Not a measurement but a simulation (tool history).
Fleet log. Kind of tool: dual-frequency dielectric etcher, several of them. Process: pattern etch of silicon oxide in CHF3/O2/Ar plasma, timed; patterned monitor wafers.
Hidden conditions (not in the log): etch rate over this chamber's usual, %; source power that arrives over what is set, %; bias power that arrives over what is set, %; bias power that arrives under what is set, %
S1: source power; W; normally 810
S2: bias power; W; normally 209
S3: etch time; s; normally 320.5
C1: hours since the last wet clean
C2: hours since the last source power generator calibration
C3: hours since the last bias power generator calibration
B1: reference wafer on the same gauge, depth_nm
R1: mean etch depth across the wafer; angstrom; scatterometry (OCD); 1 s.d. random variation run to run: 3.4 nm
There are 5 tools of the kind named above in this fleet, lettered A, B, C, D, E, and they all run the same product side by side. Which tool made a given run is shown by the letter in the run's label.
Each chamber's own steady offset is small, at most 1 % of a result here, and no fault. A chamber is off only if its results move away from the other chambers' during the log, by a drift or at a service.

run   hour   S1   S2     S3     C1      C2      C3      B1      R1
 1A    4.3  810  209  320.5  248.4  1011.8   829.9  848.06  7426.3
 2B   11.1  810  209  320.5    286  1779.7  2891.8  847.61  7545.5
 3D   16.4  810  209  320.5   69.8  2246.9   527.1  848.26    7415
 4E   23.2  810  209  320.5    199  3452.6    1514   847.9  7460.3
 5C   26.6  810  209  320.5  167.6   520.9   918.5  848.25  7526.8
 6E   30.7  810  209  320.5  206.5  3460.1  1521.5  847.27  7441.9
 7B   35.8  810  209  320.5  310.7  1804.4  2916.5  847.73  7472.2
 8D   42.2  640  238  320.5   95.6  2272.7   552.9  848.53  7135.7
 9C   47.5  640  238  320.5  188.5   541.8   939.4  847.79  7108.4
10A   52.8  640  238  320.5  296.9  1060.3   878.4  848.08  7179.5
11B   57.8  640  238  320.5  332.7  1826.4  2938.5  847.51  7109.9
12C   61.1  640  238  320.5  202.1   555.4     953  847.71  7150.2
      67.8  -- chamber B: bias power generator calibrated
13D   68.2  810  209  320.5  121.6  2298.7   578.9  848.25    7464
14E   72.2  810  209  320.5    248  3501.6    1563  847.36  7440.4
15A   77.6  810  209  320.5  321.7  1085.1   903.2  847.97  7477.7
16A     85  810  209  320.5  329.1  1092.5   910.6  848.69  7470.3
17B   90.4  810  209  320.5  365.3    1859    22.6  847.02  7433.9
18E   94.2  810  209  320.5    270  3523.6    1585  848.46  7365.3
19C   97.5  810  209  320.5  238.5   591.8   989.4  848.76  7480.1
20D  102.8  810  209  320.5  156.2  2333.3   613.5  847.61  7413.2
21B  108.1  810  209  320.5    383  1876.7    40.3  847.83  7461.8
22D  112.8  810  209  320.5  166.2  2343.3   623.5  847.77  7460.7
23E  117.5  810  209  320.5  293.3  3546.9  1608.3  848.63  7415.8
24C  123.3  810  209  320.5  264.3   617.6  1015.2  847.43  7476.6
25A  128.3  810  209  320.5  372.4  1135.8   953.9  848.98  7422.6
26B  135.5  810  209  320.5  410.4  1904.1    67.7  848.65  7450.6
27D    139  810  209  320.5  192.4  2369.5   649.7  848.13  7392.3
28E  145.3  810  209  320.5  321.1  3574.7  1636.1   848.1  7463.8
29A    152  810  209  320.5  396.1  1159.5   977.6  847.23  7469.4
30C  156.7  810  209  320.5  297.7     651  1048.6  846.95  7557.1
31B    161  810  209  320.5  435.9  1929.6    93.2  848.09  7519.5
       162  -- chamber A: wet clean of the chamber
32C  166.9  810  209  320.5  307.9   661.2  1058.8  848.14  7484.5
33E  173.8  810  209  320.5  349.6  3603.2  1664.6  847.33  7466.1
34D    181  810  209  320.5  234.4  2411.5   691.7  847.69  7481.7
35A    185  810  209  320.5   23.1  1192.5  1010.6  847.79  7453.6
36A  190.4  810  209  320.5   28.5  1197.9    1016  847.86    7408

Has any chamber moved away from the others, gradually or after a service, or does the common gauge drift, or do the chambers differ only by their own small steady offsets? State the chamber and the most likely cause if one applies.

The fleet is healthy, with each chamber sitting at its usual small offset and no drift in the gauge.

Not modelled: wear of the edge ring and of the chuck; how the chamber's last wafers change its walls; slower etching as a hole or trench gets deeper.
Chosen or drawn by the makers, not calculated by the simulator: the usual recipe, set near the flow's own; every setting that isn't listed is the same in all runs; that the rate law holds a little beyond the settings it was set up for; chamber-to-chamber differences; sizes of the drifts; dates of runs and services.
